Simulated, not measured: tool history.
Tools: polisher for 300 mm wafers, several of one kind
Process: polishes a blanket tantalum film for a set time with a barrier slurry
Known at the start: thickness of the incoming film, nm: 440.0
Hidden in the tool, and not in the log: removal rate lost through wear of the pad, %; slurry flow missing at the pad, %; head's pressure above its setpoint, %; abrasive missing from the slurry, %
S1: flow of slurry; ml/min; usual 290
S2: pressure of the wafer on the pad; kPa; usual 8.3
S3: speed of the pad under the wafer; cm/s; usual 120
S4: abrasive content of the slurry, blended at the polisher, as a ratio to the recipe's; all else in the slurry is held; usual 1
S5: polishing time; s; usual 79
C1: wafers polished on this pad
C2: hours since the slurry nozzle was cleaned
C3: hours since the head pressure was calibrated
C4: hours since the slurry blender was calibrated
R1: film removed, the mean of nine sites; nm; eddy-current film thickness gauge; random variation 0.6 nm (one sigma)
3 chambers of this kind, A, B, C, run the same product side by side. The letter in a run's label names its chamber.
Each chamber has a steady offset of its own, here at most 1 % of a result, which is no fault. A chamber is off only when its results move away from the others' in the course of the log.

{"run": "1B", "hour": 12.0, "S1": 290, "S2": 8.3, "S3": 120, "S4": 1, "S5": 79, "C1": 422, "C2": 433.3, "C3": 359.4, "C4": 115.2, "R1": 93.799}
{"run": "2A", "hour": 22.7, "S1": 290, "S2": 8.3, "S3": 120, "S4": 1, "S5": 79, "C1": 676, "C2": 184.2, "C3": 305.2, "C4": 187.1, "R1": 93.35}
{"run": "3C", "hour": 32.6, "S1": 290, "S2": 8.3, "S3": 120, "S4": 1, "S5": 79, "C1": 425, "C2": 258.7, "C3": 1258.8, "C4": 45, "R1": 92.741}
{"run": "4B", "hour": 39.7, "S1": 290, "S2": 8.3, "S3": 120, "S4": 1, "S5": 79, "C1": 594, "C2": 461, "C3": 387.1, "C4": 142.9, "R1": 93.46}
{"run": "5C", "hour": 47.7, "S1": 290, "S2": 8.3, "S3": 120, "S4": 1, "S5": 79, "C1": 519, "C2": 273.8, "C3": 1273.9, "C4": 60.1, "R1": 92.939}
{"run": "6A", "hour": 56.2, "S1": 375, "S2": 8.3, "S3": 120, "S4": 1, "S5": 79, "C1": 883, "C2": 217.7, "C3": 338.7, "C4": 220.6, "R1": 94.643}
{"run": "7A", "hour": 65.2, "S1": 375, "S2": 8.3, "S3": 120, "S4": 1, "S5": 79, "C1": 939, "C2": 226.7, "C3": 347.7, "C4": 229.6, "R1": 93.69}
{"run": "8C", "hour": 72.7, "S1": 375, "S2": 8.3, "S3": 120, "S4": 1, "S5": 79, "C1": 673, "C2": 298.8, "C3": 1298.9, "C4": 85.1, "R1": 95.026}
{"hour": 75.0, "done": "chamber B: head pressure recalibrated"}
{"hour": 75.8, "done": "chamber A: worn pad replaced by a new one"}
{"run": "9B", "hour": 79.7, "S1": 290, "S2": 8.3, "S3": 120, "S4": 1, "S5": 79, "C1": 841, "C2": 501, "C3": 4.8, "C4": 182.9, "R1": 93.177}
{"run": "10B", "hour": 87.9, "S1": 290, "S2": 8.3, "S3": 120, "S4": 1, "S5": 79, "C1": 892, "C2": 509.2, "C3": 13, "C4": 191.1, "R1": 93.396}
{"run": "11A", "hour": 99.7, "S1": 290, "S2": 8.3, "S3": 120, "S4": 1, "S5": 79, "C1": 148, "C2": 261.2, "C3": 382.2, "C4": 264.1, "R1": 93.509}
{"hour": 102.5, "done": "chamber A: slurry blender recalibrated"}
{"run": "12C", "hour": 110.4, "S1": 290, "S2": 8.3, "S3": 120, "S4": 1, "S5": 79, "C1": 907, "C2": 336.5, "C3": 1336.6, "C4": 122.8, "R1": 92.307}
{"run": "13A", "hour": 116.4, "S1": 290, "S2": 5.5, "S3": 120, "S4": 0.7, "S5": 79, "C1": 252, "C2": 277.9, "C3": 398.9, "C4": 14, "R1": 53.982}
{"hour": 118.6, "done": "chamber B: worn pad replaced by a new one"}
{"run": "14C", "hour": 127.2, "S1": 290, "S2": 5.5, "S3": 120, "S4": 0.7, "S5": 79, "C1": 1011, "C2": 353.3, "C3": 1353.4, "C4": 139.6, "R1": 55.665}
{"run": "15B", "hour": 134.5, "S1": 290, "S2": 5.5, "S3": 120, "S4": 0.7, "S5": 79, "C1": 98, "C2": 555.8, "C3": 59.6, "C4": 237.7, "R1": 55.514}
{"run": "16C", "hour": 142.6, "S1": 290, "S2": 8.3, "S3": 120, "S4": 1, "S5": 79, "C1": 1106, "C2": 368.7, "C3": 1368.8, "C4": 155, "R1": 93.168}
{"hour": 144.8, "done": "chamber C: worn pad replaced by a new one"}
{"run": "17B", "hour": 148.3, "S1": 290, "S2": 8.3, "S3": 120, "S4": 1, "S5": 79, "C1": 184, "C2": 569.6, "C3": 73.4, "C4": 251.5, "R1": 93.536}
{"run": "18A", "hour": 155.9, "S1": 290, "S2": 8.3, "S3": 120, "S4": 1, "S5": 79, "C1": 496, "C2": 317.4, "C3": 438.4, "C4": 53.5, "R1": 92.296}
{"run": "19B", "hour": 165.7, "S1": 225, "S2": 8.3, "S3": 120, "S4": 1.2, "S5": 79, "C1": 291, "C2": 587, "C3": 90.8, "C4": 268.9, "R1": 95.208}
{"hour": 167.7, "done": "chamber A: slurry nozzle cleaned"}
{"hour": 170.3, "done": "chamber C: head pressure recalibrated"}
{"run": "20C", "hour": 175.6, "S1": 225, "S2": 8.3, "S3": 120, "S4": 1.2, "S5": 79, "C1": 190, "C2": 401.7, "C3": 5.3, "C4": 188, "R1": 95.106}
{"run": "21A", "hour": 181.0, "S1": 225, "S2": 8.3, "S3": 120, "S4": 1.2, "S5": 79, "C1": 652, "C2": 13.4, "C3": 463.5, "C4": 78.6, "R1": 95.567}
{"run": "22A", "hour": 191.0, "S1": 290, "S2": 8.3, "S3": 120, "S4": 1, "S5": 79, "C1": 714, "C2": 23.4, "C3": 473.5, "C4": 88.6, "R1": 92.541}
{"run": "23C", "hour": 200.0, "S1": 290, "S2": 8.3, "S3": 120, "S4": 1, "S5": 79, "C1": 341, "C2": 426.1, "C3": 29.7, "C4": 212.4, "R1": 91.863}
{"hour": 202.5, "done": "chamber B: slurry blender recalibrated"}
{"run": "24B", "hour": 210.7, "S1": 290, "S2": 8.3, "S3": 120, "S4": 1, "S5": 79, "C1": 570, "C2": 632, "C3": 135.8, "C4": 8.2, "R1": 93.178}
{"hour": 219.4, "done": "chamber A: worn pad replaced by a new one"}
{"run": "25A", "hour": 220.1, "S1": 290, "S2": 8.3, "S3": 120, "S4": 1, "S5": 79, "C1": 4, "C2": 52.5, "C3": 502.6, "C4": 117.7, "R1": 91.809}
{"run": "26C", "hour": 230.0, "S1": 290, "S2": 8.3, "S3": 120, "S4": 1, "S5": 79, "C1": 527, "C2": 456.1, "C3": 59.7, "C4": 242.4, "R1": 92.771}
{"hour": 239.6, "done": "chamber C: slurry blender recalibrated"}
{"run": "27B", "hour": 242.2, "S1": 290, "S2": 8.3, "S3": 120, "S4": 1, "S5": 79, "C1": 765, "C2": 663.5, "C3": 167.3, "C4": 39.7, "R1": 92.75}
{"run": "28A", "hour": 253.3, "S1": 290, "S2": 8.3, "S3": 120, "S4": 1, "S5": 79, "C1": 210, "C2": 85.7, "C3": 535.8, "C4": 150.9, "R1": 93.147}
{"run": "29B", "hour": 262.8, "S1": 290, "S2": 8.3, "S3": 120, "S4": 1, "S5": 79, "C1": 893, "C2": 684.1, "C3": 187.9, "C4": 60.3, "R1": 92.716}
{"run": "30C", "hour": 269.1, "S1": 290, "S2": 8.3, "S3": 120, "S4": 1, "S5": 79, "C1": 769, "C2": 495.2, "C3": 98.8, "C4": 29.5, "R1": 92.691}
{"run": "31B", "hour": 277.0, "S1": 290, "S2": 8.3, "S3": 120, "S4": 1, "S5": 79, "C1": 981, "C2": 698.3, "C3": 202.1, "C4": 74.5, "R1": 92.304}
{"run": "32A", "hour": 288.6, "S1": 290, "S2": 8.3, "S3": 120, "S4": 1, "S5": 79, "C1": 428, "C2": 121, "C3": 571.1, "C4": 186.2, "R1": 91.945}
{"run": "33C", "hour": 295.4, "S1": 290, "S2": 8.3, "S3": 120, "S4": 1, "S5": 79, "C1": 932, "C2": 521.5, "C3": 125.1, "C4": 55.8, "R1": 92.815}
{"hour": 297.2, "done": "chamber B: slurry nozzle cleaned"}
{"hour": 298.1, "done": "chamber B: worn pad replaced by a new one"}
{"run": "34C", "hour": 305.7, "S1": 290, "S2": 8.3, "S3": 120, "S4": 1, "S5": 79, "C1": 996, "C2": 531.8, "C3": 135.4, "C4": 66.1, "R1": 93.161}
{"run": "35B", "hour": 311.4, "S1": 290, "S2": 8.3, "S3": 120, "S4": 1, "S5": 79, "C1": 82, "C2": 14.2, "C3": 236.5, "C4": 108.9, "R1": 93.102}
{"run": "36A", "hour": 323.4, "S1": 290, "S2": 8.3, "S3": 120, "S4": 1, "S5": 79, "C1": 644, "C2": 155.8, "C3": 605.9, "C4": 221, "R1": 92.212}
{"run": "37C", "hour": 329.1, "S1": 290, "S2": 8.3, "S3": 120, "S4": 1, "S5": 79, "C1": 1141, "C2": 555.2, "C3": 158.8, "C4": 89.5, "R1": 92.086}
{"run": "38B", "hour": 340.2, "S1": 290, "S2": 8.3, "S3": 120, "S4": 1, "S5": 79, "C1": 260, "C2": 43, "C3": 265.3, "C4": 137.7, "R1": 92.63}
{"run": "39A", "hour": 349.3, "S1": 290, "S2": 8.3, "S3": 120, "S4": 1, "S5": 79, "C1": 804, "C2": 181.7, "C3": 631.8, "C4": 246.9, "R1": 92.613}
{"run": "40B", "hour": 357.8, "S1": 290, "S2": 8.3, "S3": 120, "S4": 1, "S5": 79, "C1": 369, "C2": 60.6, "C3": 282.9, "C4": 155.3, "R1": 93.235}

All 3 chambers run these settings next. Forecast each chamber's results:
{"run": "41A", "hour": 366.6, "S1": 290, "S2": 8.3, "S3": 120, "S4": 1, "S5": 79, "R1": "?"}
{"run": "41B", "hour": 366.6, "S1": 290, "S2": 8.3, "S3": 120, "S4": 1, "S5": 79, "R1": "?"}
{"run": "41C", "hour": 366.6, "S1": 290, "S2": 8.3, "S3": 120, "S4": 1, "S5": 79, "R1": "?"}

run=41A R1=92.964
run=41B R1=92.542
run=41C R1=92.6
